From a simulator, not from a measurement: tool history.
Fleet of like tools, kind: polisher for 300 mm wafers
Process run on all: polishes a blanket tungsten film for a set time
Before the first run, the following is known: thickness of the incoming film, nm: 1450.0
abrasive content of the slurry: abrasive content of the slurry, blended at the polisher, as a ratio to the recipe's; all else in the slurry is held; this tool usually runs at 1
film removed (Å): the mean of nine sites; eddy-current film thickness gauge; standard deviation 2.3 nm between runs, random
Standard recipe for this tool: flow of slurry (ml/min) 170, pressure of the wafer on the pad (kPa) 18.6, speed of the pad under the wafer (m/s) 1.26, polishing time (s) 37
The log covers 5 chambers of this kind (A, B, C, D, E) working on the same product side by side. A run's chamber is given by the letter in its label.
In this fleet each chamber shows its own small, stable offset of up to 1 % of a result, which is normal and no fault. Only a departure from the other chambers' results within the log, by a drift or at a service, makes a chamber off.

run,day,flow of slurry (ml/min),pressure of the wafer on the pad (kPa),speed of the pad under the wafer (m/s),abrasive content of the slurry,polishing time (s),wafers polished on this pad,hours since the slurry nozzle was cleaned,hours since the head pressure was calibrated,hours since the slurry blender was calibrated,hours since the slurry got fresh peroxide,film removed (Å)
# day 0.525: chamber B: slurry blender recalibrated
1E,0.6,170,18.6,1.26,1,37,606,306.4,854.8,57,16.7,1705.6
2D,0.904,170,18.6,1.26,1,37,771,88.6,820.1,52.6,129.5,1685.5
# day 1.375: chamber D: worn pad replaced by a new one
3B,1.4,170,18.6,1.26,1,37,959,141.2,246.2,21.1,68.8,1707.4
# day 1.404: chamber A: slurry blender recalibrated
# day 1.925: chamber B: slurry tank refilled with fresh slurry and peroxide
4C,2.062,170,18.6,1.26,1,37,1032,195.7,174.7,64.9,83.4,1676.9
# day 2.188: chamber A: worn pad replaced by a new one
5A,2.471,170,18.6,1.26,1,37,76,165.3,577.6,25.7,76.1,1679.7
# day 2.562: chamber C: worn pad replaced by a new one
# day 2.75: chamber B: worn pad replaced by a new one
# day 2.758: chamber E: worn pad replaced by a new one
6A,3.092,170,18.6,1.26,1,37,244,180.2,592.5,40.6,91,1686.4
7E,3.392,170,18.6,1.26,1,37,171,373.4,921.8,124,83.7,1684
# day 3.696: chamber D: slurry tank refilled with fresh slurry and peroxide
# day 3.708: chamber E: slurry tank refilled with fresh slurry and peroxide
8C,3.896,170,18.6,1.26,1,37,359,239.7,218.7,108.9,127.4,1663.2
# day 4.379: chamber D: worn pad replaced by a new one
9D,4.429,170,18.6,1.54,1,43,14,173.2,904.7,137.2,17.6,2372
10B,4.883,170,18.6,1.54,1,43,575,224.8,329.8,104.7,71,2366
11A,5.467,170,18.6,1.54,1,43,884,237.2,649.5,97.6,148,2364.3
# day 5.55: chamber B: slurry tank refilled with fresh slurry and peroxide
# day 5.662: chamber A: worn pad replaced by a new one
# day 5.767: chamber A: slurry tank refilled with fresh slurry and peroxide
# day 5.862: chamber B: head pressure recalibrated
12C,6.021,170,18.6,1.54,1,43,932,290.7,269.7,159.9,178.4,2374.9
# day 6.129: chamber D: slurry blender recalibrated
# day 6.479: chamber C: slurry blender recalibrated
# day 6.504: chamber E: slurry blender recalibrated
# day 6.521: chamber B: slurry nozzle cleaned
13E,6.6,170,18.6,1.54,1,43,1035,450.4,998.8,2.3,69.4,2408.3
# day 6.862: chamber E: worn pad replaced by a new one
# day 7.112: chamber C: worn pad replaced by a new one
14B,7.288,170,18.6,1.26,1,37,1223,18.4,34.3,162.4,41.8,1705.3
# day 7.412: chamber D: worn pad replaced by a new one
# day 7.546: chamber A: slurry nozzle cleaned
# day 7.583: chamber B: worn pad replaced by a new one
# day 7.675: chamber E: slurry tank refilled with fresh slurry and peroxide
15D,7.925,170,24.8,1.02,1,37,139,257.1,988.6,43.2,101.5,1790.7
# day 7.971: chamber A: slurry blender recalibrated
16D,8.35,170,24.8,1.02,1,37,253,267.3,998.8,53.4,111.7,1823.9
17E,8.646,170,24.8,1.02,1,37,481,499.5,1047.9,51.4,23.3,1811.9
18C,9.033,170,24.8,1.02,1,37,517,363,342,61.3,250.7,1690.8
# day 9.083: chamber A: worn pad replaced by a new one
19A,9.383,170,24.8,1.02,1,37,81,44.2,743.5,34,86.8,1803.3
# day 9.508: chamber B: slurry tank refilled with fresh slurry and peroxide
20B,10,170,18.6,1.26,1,37,651,83.5,99.4,227.5,11.9,1725.5
# day 10.346: chamber D: slurry tank refilled with fresh slurry and peroxide
# day 10.433: chamber D: worn pad replaced by a new one
21D,10.608,170,18.6,1.26,1,37,47,321.5,1053,107.6,6.3,1677.2
# day 10.871: chamber C: worn pad replaced by a new one
22B,11.108,170,18.6,1.26,1.3,48,949,110.1,126,254.1,38.5,2327.6
# day 11.388: chamber E: slurry tank refilled with fresh slurry and peroxide
23A,11.496,170,18.6,1.26,1.3,48,650,94.9,794.2,84.7,137.5,2383.4
# day 11.588: chamber E: worn pad replaced by a new one
# day 12.054: chamber B: worn pad replaced by a new one
24E,12.117,170,18.6,1.26,1.3,48,143,582.8,1131.2,134.7,17.6,2376.7
# day 12.492: chamber A: worn pad replaced by a new one
# day 12.792: chamber A: slurry tank refilled with fresh slurry and peroxide
25C,12.8,170,18.6,1.26,1.3,48,520,453.4,432.4,151.7,341.1,2105.7
# day 13.208: chamber B: slurry tank refilled with fresh slurry and peroxide
26D,13.246,170,18.6,1.26,1.3,48,758,384.8,1116.3,170.9,69.6,2255.6
27B,13.662,170,18.6,1.26,1,37,434,171.4,187.3,315.4,10.9,1685.1
28A,14.1,170,18.6,1.26,1,37,433,157.4,856.7,147.2,31.4,1722.6
# day 14.129: chamber D: worn pad replaced by a new one
# day 14.188: chamber C: slurry blender recalibrated
# day 14.329: chamber D: slurry blender recalibrated
29C,14.754,170,18.6,1.26,1,37,1046,500.3,479.3,13.6,388,1520.3
# day 14.854: chamber E: slurry blender recalibrated
30E,15.096,170,18.6,1.26,1,37,945,654.3,1202.7,5.8,89.1,1707.2
# day 15.262: chamber E: slurry tank refilled with fresh slurry and peroxide
# day 15.517: chamber C: worn pad replaced by a new one
31E,15.646,170,18.6,1.26,1,37,1094,667.5,1215.9,19,9.3,1673.3
32C,15.954,170,18.6,1.26,1,37,118,529.1,508.1,42.4,416.8,1475.2
# day 15.996: chamber A: worn pad replaced by a new one
# day 16.317: chamber B: slurry tank refilled with fresh slurry and peroxide
33A,16.317,170,18.6,1.26,1,37,86,210.6,909.9,200.4,84.6,1690.3
# day 16.738: chamber D: slurry tank refilled with fresh slurry and peroxide
# day 16.762: chamber B: worn pad replaced by a new one
34B,16.796,170,18.6,1.26,1,37,9,246.6,262.5,390.6,11.5,1701.6
# day 17.375: chamber D: worn pad replaced by a new one
35D,17.421,170,13.8,1.26,1,37,12,485,1216.5,74.2,16.4,1245.3

Is one chamber out of step, is the gauge drifting, or do the chambers differ by no more than their own small offsets? For an off chamber, give its letter and the likeliest cause.

One chamber, C, drifts off from the rest bit by bit.
Likeliest cause: peroxide lost from the slurry, % = 33.5.

Which of the 4 candidates below, each the usual settings with something changed and its results left as question marks, puts chamber C back in line with what the other chambers give on the usual settings?
A result is in line if it is within this distance of the other chambers' mean on the usual settings: film removed (Å) 80
36C-1,17.917,170,17.9,1.22,1,37,,,,,,?
36C-2,17.917,170,18.6,1.34,1,37,,,,,,?
36C-3,17.917,170,18.6,1.06,1,37,,,,,,?
36C-4,17.917,175,21.4,1.26,1.05,37,,,,,,?

The other chambers' mean on the usual settings: film removed (Å) 1681.1
run,film removed (Å)
36C-1,1343.1
36C-2,1532.9
36C-3,1208.6
36C-4,1676.7
With 36C-4, the chamber falls back in line with the rest.

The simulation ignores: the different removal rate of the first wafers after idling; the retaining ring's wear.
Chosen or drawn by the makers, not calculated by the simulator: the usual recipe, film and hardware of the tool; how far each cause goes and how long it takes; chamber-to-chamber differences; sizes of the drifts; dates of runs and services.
